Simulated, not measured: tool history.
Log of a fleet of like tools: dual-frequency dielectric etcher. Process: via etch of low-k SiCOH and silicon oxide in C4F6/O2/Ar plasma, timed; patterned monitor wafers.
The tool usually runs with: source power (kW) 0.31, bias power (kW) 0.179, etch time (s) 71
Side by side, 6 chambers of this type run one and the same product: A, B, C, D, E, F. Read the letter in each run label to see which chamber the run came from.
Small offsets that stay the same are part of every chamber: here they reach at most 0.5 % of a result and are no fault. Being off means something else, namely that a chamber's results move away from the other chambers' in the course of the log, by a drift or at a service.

run   hour  source power (kW)  bias power (kW)  etch time (s)  read-back reference wafer on the same gauge, depth_nm  mean etch depth across the wafer (nm)
 1D   12.3               0.31            0.179             71                                                 197.04                                 167.43
 2C   23.8               0.31            0.179             71                                                 197.03                                 166.83
 3B   35.6               0.31            0.179             71                                                  197.1                                 167.87
 4F     47               0.31            0.179             71                                                 197.09                                 167.65
 5A   61.1               0.31            0.179             71                                                 197.08                                    168
 6E   71.4               0.31            0.179             71                                                 197.08                                 167.23
 7F   86.1               0.31            0.179             71                                                 197.13                                 167.79
      91.2  -- chamber B: wet clean of the chamber
 8E  101.3               0.31            0.179             71                                                 197.22                                 167.32
 9C  108.8               0.31            0.179             71                                                  197.2                                 166.92
10A  121.4               0.31            0.179             71                                                 197.27                                 168.11
11B  132.8               0.31            0.179             71                                                 197.23                                 167.94
     140.6  -- chamber E: wet clean of the chamber
12D  145.9               0.26            0.179           53.5                                                 197.33                                 118.51
13D  155.7               0.26            0.179           53.5                                                 197.35                                 118.36
14E  163.8               0.26            0.179           53.5                                                  197.3                                 117.91
15C  172.6               0.26            0.179           53.5                                                 197.31                                 118.05
16B  180.3               0.26            0.179           53.5                                                 197.36                                 118.24
17A  192.5               0.26            0.179           53.5                                                 197.37                                 118.24
18F  204.5               0.31            0.179             71                                                 197.36                                 167.99
19A  214.6               0.31            0.179             71                                                 197.42                                 168.05
20E  228.5               0.31            0.179             71                                                 197.42                                 167.61
21D  240.6               0.31            0.148             58                                                 197.37                                 129.19
22F  248.5               0.31            0.148             58                                                 197.45                                 129.21
23B  264.4               0.31            0.148             58                                                 197.52                                 129.51
24C  272.6               0.31            0.148             58                                                 197.56                                 128.61
     278.6  -- chamber A: bias power generator calibrated
25C    282               0.31            0.148             58                                                 197.56                                 128.72
26D  294.2               0.31            0.148             58                                                 197.53                                 129.44
27B    305               0.31            0.179             71                                                 197.63                                 168.14
28A    316               0.28            0.214             71                                                 197.62                                 171.62
29E  331.8               0.28            0.214             71                                                 197.64                                 171.05
30F  340.9               0.28            0.214             71                                                 197.67                                 171.47
     344.3  -- chamber F: wet clean of the chamber
31A  352.4               0.28            0.214             71                                                 197.72                                 171.79
32D  360.5               0.28            0.214             71                                                 197.77                                 171.54
33E  375.8               0.28            0.214             71                                                 197.78                                 170.97
34F  388.9               0.31            0.179             71                                                 197.73                                 168.58
35B  404.8               0.31            0.179             71                                                 197.78                                 168.23
     410.3  -- chamber A: wet clean of the chamber
36C    413               0.31            0.179             71                                                 197.84                                 167.85
     417.9  -- chamber B: bias power generator calibrated
37A  425.2               0.31            0.179             71                                                 197.85                                 168.27
38F  434.9               0.31            0.179             71                                                 197.81                                 167.81
39D  450.1               0.31            0.179             71                                                 197.89                                 168.49
40C  459.4               0.31            0.179             71                                                 197.95                                 167.88
41B  467.3               0.31            0.179             71                                                 197.89                                 168.25

Is one chamber off against the others, does the gauge drift, or is nothing wrong? If a chamber is off, say which, and what the likeliest cause is.

No chamber is off; the gauge reading every chamber's wafers drifts, which makes the whole fleet appear to move together.
Most likely cause: gauge reads high (%) = 0.478.

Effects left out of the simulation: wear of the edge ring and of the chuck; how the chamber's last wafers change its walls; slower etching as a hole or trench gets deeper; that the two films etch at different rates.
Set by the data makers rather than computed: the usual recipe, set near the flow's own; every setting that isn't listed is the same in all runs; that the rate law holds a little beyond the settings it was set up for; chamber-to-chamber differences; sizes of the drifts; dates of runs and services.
